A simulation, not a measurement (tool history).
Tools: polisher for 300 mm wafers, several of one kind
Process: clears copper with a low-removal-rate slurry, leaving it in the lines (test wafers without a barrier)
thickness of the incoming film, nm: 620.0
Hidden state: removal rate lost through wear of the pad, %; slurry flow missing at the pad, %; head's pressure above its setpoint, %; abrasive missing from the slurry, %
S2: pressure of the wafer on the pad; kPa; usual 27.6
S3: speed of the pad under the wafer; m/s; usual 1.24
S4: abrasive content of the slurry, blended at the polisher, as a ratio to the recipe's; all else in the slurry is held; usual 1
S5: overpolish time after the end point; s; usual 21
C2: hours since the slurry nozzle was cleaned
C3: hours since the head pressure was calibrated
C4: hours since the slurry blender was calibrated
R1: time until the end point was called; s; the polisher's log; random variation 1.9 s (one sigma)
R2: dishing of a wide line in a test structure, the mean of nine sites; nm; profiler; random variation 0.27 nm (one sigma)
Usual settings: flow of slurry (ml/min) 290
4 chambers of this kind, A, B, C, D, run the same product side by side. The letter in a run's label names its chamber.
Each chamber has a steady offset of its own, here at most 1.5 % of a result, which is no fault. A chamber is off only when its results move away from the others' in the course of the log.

Run 1C, hour 7: usual settings; wafers polished on this pad 208; C2 57.3; C3 812.3; C4 207.6. Result: R1 120.71 s, R2 24.852 nm.
Run 2A, hour 17.9: usual settings; wafers polished on this pad 658; C2 141.9; C3 147.7; C4 143.2. Result: R1 121.83 s, R2 24.856 nm.
Run 3B, hour 26.2: usual settings; wafers polished on this pad 692; C2 227.7; C3 444; C4 156.1. Result: R1 122.3 s, R2 25.337 nm.
Run 4D, hour 33.6: usual settings; wafers polished on this pad 1006; C2 321.9; C3 485.5; C4 269.8. Result: R1 120.86 s, R2 24.669 nm.
At hour 35.8: chamber C: slurry blender recalibrated.
Run 5B, hour 45.2: usual settings; wafers polished on this pad 819; C2 246.7; C3 463; C4 175.1. Result: R1 119.16 s, R2 24.869 nm.
At hour 53.4: chamber D: head pressure recalibrated.
Run 6D, hour 56.5: usual settings but S2 20.7 kPa; wafers polished on this pad 1160; C2 344.8; C3 3.1; C4 292.7. Result: R1 162.57 s, R2 23.286 nm.
At hour 58.7: chamber D: worn pad replaced by a new one.
Run 7A, hour 62.8: usual settings but S2 20.7 kPa; wafers polished on this pad 959; C2 186.8; C3 192.6; C4 188.1. Result: R1 165.34 s, R2 22.969 nm.
At hour 63.9: chamber B: worn pad replaced by a new one.
Run 8C, hour 74.1: usual settings but S2 20.7 kPa; wafers polished on this pad 657; C2 124.4; C3 879.4; C4 38.3. Result: R1 160.96 s, R2 23.31 nm.
Run 9B, hour 82.9: usual settings but S2 20.7 kPa; wafers polished on this pad 127; C2 284.4; C3 500.7; C4 212.8. Result: R1 162.79 s, R2 23.288 nm.
Run 10A, hour 91.3: usual settings; wafers polished on this pad 1150; C2 215.3; C3 221.1; C4 216.6. Result: R1 122.29 s, R2 24.37 nm.
Run 11C, hour 98.1: usual settings but S4 1.15, S5 9 s; wafers polished on this pad 818; C2 148.4; C3 903.4; C4 62.3. Result: R1 121.54 s, R2 19.757 nm.
Run 12D, hour 105.9: usual settings but S4 1.15, S5 9 s; wafers polished on this pad 316; C2 394.2; C3 52.5; C4 342.1. Result: R1 120.7 s, R2 20.049 nm.
Run 13B, hour 112.8: usual settings but S4 1.15, S5 9 s; wafers polished on this pad 327; C2 314.3; C3 530.6; C4 242.7. Result: R1 121.15 s, R2 20.02 nm.
At hour 119.3: chamber A: worn pad replaced by a new one.
Run 14A, hour 126: usual settings but S4 1.15, S5 9 s; wafers polished on this pad 45; C2 250; C3 255.8; C4 251.3. Result: R1 117.59 s, R2 19.852 nm.
At hour 130.2: chamber D: slurry blender recalibrated.
At hour 131.4: chamber A: slurry nozzle cleaned.
Run 15C, hour 135.5: usual settings; wafers polished on this pad 1068; C2 185.8; C3 940.8; C4 99.7. Result: R1 126.32 s, R2 24.929 nm.
Run 16D, hour 147: usual settings; wafers polished on this pad 591; C2 435.3; C3 93.6; C4 16.9. Result: R1 119.47 s, R2 24.914 nm.
Run 17C, hour 156.9: usual settings; wafers polished on this pad 1211; C2 207.2; C3 962.2; C4 121.1. Result: R1 128.3 s, R2 25.099 nm.
Run 18D, hour 165.2: usual settings; wafers polished on this pad 713; C2 453.5; C3 111.8; C4 35.1. Result: R1 123.18 s, R2 24.496 nm.
At hour 167.8: chamber D: slurry nozzle cleaned.
At hour 173.8: chamber C: head pressure recalibrated.
Run 19A, hour 174.3: usual settings; wafers polished on this pad 368; C2 42.9; C3 304.1; C4 299.6. Result: R1 120.43 s, R2 24.89 nm.
Run 20B, hour 185.5: usual settings; wafers polished on this pad 813; C2 387; C3 603.3; C4 315.4. Result: R1 124.31 s, R2 25.371 nm.
At hour 197: chamber B: worn pad replaced by a new one.
Run 21D, hour 198.9: usual settings; wafers polished on this pad 938; C2 31.1; C3 145.5; C4 68.8. Result: R1 122.66 s, R2 24.7 nm.
Run 22B, hour 206: usual settings; wafers polished on this pad 60; C2 407.5; C3 623.8; C4 335.9. Result: R1 123.97 s, R2 25.067 nm.
At hour 208.2: chamber A: slurry blender recalibrated.
Run 23A, hour 214.5: usual settings but S5 28 s; wafers polished on this pad 637; C2 83.1; C3 344.3; C4 6.3. Result: R1 120.52 s, R2 26.02 nm.
Run 24C, hour 224.2: usual settings but S5 28 s; wafers polished on this pad 1662; C2 274.5; C3 50.5; C4 188.4. Result: R1 128.67 s, R2 25.27 nm.
Run 25D, hour 234: usual settings but S5 28 s; wafers polished on this pad 1173; C2 66.2; C3 180.6; C4 103.9. Result: R1 123.06 s, R2 25.838 nm.
At hour 243: chamber B: head pressure recalibrated.
Run 26C, hour 243.8: usual settings but S5 28 s; wafers polished on this pad 1793; C2 294.1; C3 70.1; C4 208. Result: R1 131.18 s, R2 25.295 nm.
Run 27B, hour 255.2: usual settings; wafers polished on this pad 389; C2 456.7; C3 12.3; C4 385.1. Result: R1 125.65 s, R2 25.556 nm.
Run 28A, hour 264.9: usual settings; wafers polished on this pad 975; C2 133.5; C3 394.7; C4 56.7. Result: R1 124.3 s, R2 25.311 nm.
At hour 265: chamber D: worn pad replaced by a new one.
Run 29D, hour 272.9: usual settings; wafers polished on this pad 53; C2 105.1; C3 219.5; C4 142.8. Result: R1 120.99 s, R2 24.27 nm.
At hour 273.2: chamber A: head pressure recalibrated.
Run 30B, hour 285.1: usual settings but S2 21.4 kPa; wafers polished on this pad 589; C2 486.6; C3 42.2; C4 415. Result: R1 160.06 s, R2 23.533 nm.
Run 31A, hour 292.6: usual settings but S2 21.4 kPa; wafers polished on this pad 1160; C2 161.2; C3 19.4; C4 84.4. Result: R1 157.94 s, R2 23.837 nm.
At hour 301.6: chamber C: slurry blender recalibrated.
Run 32C, hour 304.6: usual settings but S2 21.4 kPa; wafers polished on this pad 2200; C2 354.9; C3 130.9; C4 3. Result: R1 163.82 s, R2 23.287 nm.
Run 33C, hour 313.7: usual settings but S2 21.4 kPa; wafers polished on this pad 2261; C2 364; C3 140; C4 12.1. Result: R1 170.71 s, R2 23.124 nm.
Run 34B, hour 320: usual settings; wafers polished on this pad 823; C2 521.5; C3 77.1; C4 449.9. Result: R1 123.73 s, R2 25.196 nm.
At hour 331.8: chamber B: worn pad replaced by a new one.
Run 35A, hour 332.7: usual settings but S3 0.84 m/s, S4 0.7; wafers polished on this pad 1428; C2 201.3; C3 59.5; C4 124.5. Result: R1 198.27 s, R2 22.109 nm.
Run 36D, hour 344.5: usual settings but S3 0.84 m/s, S4 0.7; wafers polished on this pad 532; C2 176.7; C3 291.1; C4 214.4. Result: R1 196.69 s, R2 22.273 nm.
At hour 348: chamber B: slurry blender recalibrated.
Run 37B, hour 352.4: usual settings but S3 0.84 m/s, S4 0.7; wafers polished on this pad 138; C2 553.9; C3 109.5; C4 4.4. Result: R1 189.24 s, R2 22.687 nm.
Run 38A, hour 363.2: usual settings but S3 0.84 m/s, S4 0.7; wafers polished on this pad 1632; C2 231.8; C3 90; C4 155. Result: R1 193.98 s, R2 22.698 nm.
Run 39C, hour 374.9: usual settings; wafers polished on this pad 2670; C2 425.2; C3 201.2; C4 73.3. Result: R1 130.37 s, R2 24.494 nm.
Run 40D, hour 384.9: usual settings; wafers polished on this pad 802; C2 217.1; C3 331.5; C4 254.8. Result: R1 119.28 s, R2 25.178 nm.

Is one chamber off against the others, does the gauge drift, or is nothing wrong? If a chamber is off, say which, and what the likeliest cause is.

Chamber C drifts away from the others.
Cause: removal rate lost through wear of the pad, % = 8.49.

Here are 4 candidates for chamber C's next run, each the usual settings with a change, their results left as question marks. Which one brings its results back in line with what the others give on the usual settings?
In line means no further than this from the other chambers' mean on the usual settings: R1 6.8 s; R2 0.94 nm
Run 41C-1, hour 394.6: usual settings but S2 29 kPa, S3 1.3 m/s. Result: R1 ?, R2 ?.
Run 41C-2, hour 394.6: usual settings but flow of slurry (ml/min) 285, S2 24.8 kPa, S3 1.12 m/s. Result: R1 ?, R2 ?.
Run 41C-3, hour 394.6: usual settings but S2 26.2 kPa, S3 1.18 m/s. Result: R1 ?, R2 ?.
Run 41C-4, hour 394.6: usual settings but flow of slurry (ml/min) 295, S2 30.3 kPa, S3 1.36 m/s. Result: R1 ?, R2 ?.

The other chambers' mean on the usual settings: R1 121.98 s; R2 24.971 nm
  run      R1      R2
41C-1  120.36  24.933
41C-2  162.85  23.431
41C-3  146.33  24.037
41C-4  109.72  25.265
41C-1 brings the chamber back in line.

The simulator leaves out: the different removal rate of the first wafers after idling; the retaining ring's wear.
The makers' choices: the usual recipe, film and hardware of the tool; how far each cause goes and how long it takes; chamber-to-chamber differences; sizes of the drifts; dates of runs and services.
